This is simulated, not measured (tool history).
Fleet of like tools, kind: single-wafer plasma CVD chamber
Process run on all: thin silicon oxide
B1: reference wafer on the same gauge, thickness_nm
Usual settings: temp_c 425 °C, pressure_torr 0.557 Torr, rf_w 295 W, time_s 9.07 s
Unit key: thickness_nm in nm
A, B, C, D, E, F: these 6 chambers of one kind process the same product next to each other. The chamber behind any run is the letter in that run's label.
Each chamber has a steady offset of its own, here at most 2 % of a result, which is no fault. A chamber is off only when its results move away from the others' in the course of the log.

Run 1C, day 0.188: usual settings; B1 12.700. Result: thickness_nm 11.193 nm.
Run 2B, day 0.412: usual settings; B1 12.707. Result: thickness_nm 11.064 nm.
Run 3D, day 0.738: usual settings; B1 12.701. Result: thickness_nm 10.974 nm.
Run 4A, day 1.008: usual settings; B1 12.709. Result: thickness_nm 11.182 nm.
Run 5F, day 1.254: usual settings but pressure_torr 0.648 Torr, rf_w 315 W; B1 12.708. Result: thickness_nm 13.478 nm.
Run 6E, day 1.504: usual settings but pressure_torr 0.648 Torr, rf_w 315 W; B1 12.706. Result: thickness_nm 13.534 nm.
Run 7C, day 1.758: usual settings but pressure_torr 0.648 Torr, rf_w 315 W; B1 12.710. Result: thickness_nm 13.551 nm.
Run 8A, day 1.921: usual settings but pressure_torr 0.648 Torr, rf_w 315 W; B1 12.713. Result: thickness_nm 13.546 nm.
Run 9E, day 2.129: usual settings but pressure_torr 0.648 Torr, rf_w 315 W; B1 12.712. Result: thickness_nm 13.514 nm.
Run 10D, day 2.367: usual settings but pressure_torr 0.648 Torr, rf_w 315 W; B1 12.716. Result: thickness_nm 13.265 nm.
Run 11B, day 2.683: usual settings; B1 12.717. Result: thickness_nm 11.072 nm.
Run 12F, day 2.846: usual settings; B1 12.714. Result: thickness_nm 11.106 nm.
Run 13B, day 3.200: usual settings; B1 12.715. Result: thickness_nm 11.063 nm.
Run 14D, day 3.375: usual settings; B1 12.719. Result: thickness_nm 10.962 nm.
Run 15E, day 3.638: usual settings; B1 12.718. Result: thickness_nm 11.177 nm.
Run 16A, day 3.975: usual settings; B1 12.722. Result: thickness_nm 11.186 nm.
Run 17C, day 4.162: usual settings; B1 12.721. Result: thickness_nm 11.232 nm.
Run 18F, day 4.425: usual settings; B1 12.727. Result: thickness_nm 11.124 nm.
Run 19D, day 4.654: usual settings; B1 12.726. Result: thickness_nm 10.995 nm.
Run 20A, day 4.929: usual settings; B1 12.727. Result: thickness_nm 11.190 nm.
Run 21C, day 5.096: usual settings; B1 12.733. Result: thickness_nm 11.186 nm.
Run 22B, day 5.392: usual settings; B1 12.730. Result: thickness_nm 11.084 nm.
Run 23E, day 5.662: usual settings; B1 12.731. Result: thickness_nm 11.193 nm.
Run 24F, day 5.904: usual settings; B1 12.736. Result: thickness_nm 11.127 nm.
Run 25E, day 6.096: usual settings; B1 12.734. Result: thickness_nm 11.221 nm.
At day 6.133: chamber A: thermocouple changed; heater temperature recalibrated.
Run 26F, day 6.275: usual settings; B1 12.733. Result: thickness_nm 11.125 nm.
Run 27C, day 6.458: usual settings; B1 12.738. Result: thickness_nm 11.225 nm.
Run 28B, day 6.796: usual settings; B1 12.741. Result: thickness_nm 11.085 nm.
Run 29A, day 7.042: usual settings; B1 12.740. Result: thickness_nm 11.229 nm.
Run 30D, day 7.362: usual settings; B1 12.739. Result: thickness_nm 10.998 nm.
Run 31E, day 7.596: usual settings; B1 12.744. Result: thickness_nm 11.185 nm.
Run 32F, day 7.762: usual settings; B1 12.747. Result: thickness_nm 11.150 nm.
Run 33B, day 8.125: usual settings but rf_w 245 W; B1 12.748. Result: thickness_nm 10.205 nm.
At day 8.233: chamber B: capacitance manometer re-zeroed and calibrated.
Run 34D, day 8.479: usual settings but rf_w 245 W; B1 12.748. Result: thickness_nm 10.184 nm.
At day 8.725: chamber C: capacitance manometer re-zeroed and calibrated.
Run 35A, day 8.746: usual settings but rf_w 245 W; B1 12.747. Result: thickness_nm 10.323 nm.
Run 36C, day 9.112: usual settings but rf_w 245 W; B1 12.752. Result: thickness_nm 10.350 nm.
Run 37B, day 9.404: usual settings but rf_w 245 W; B1 12.755. Result: thickness_nm 10.211 nm.

What goes on in this fleet: one chamber off, a drifting gauge, or nothing beyond the chambers' own small offsets? Name the chamber and the cause, if any.

The gauge drifts, so all chambers seem to drift together. No chamber is off.
Likeliest cause: gauge reads high (%) = 0.44.
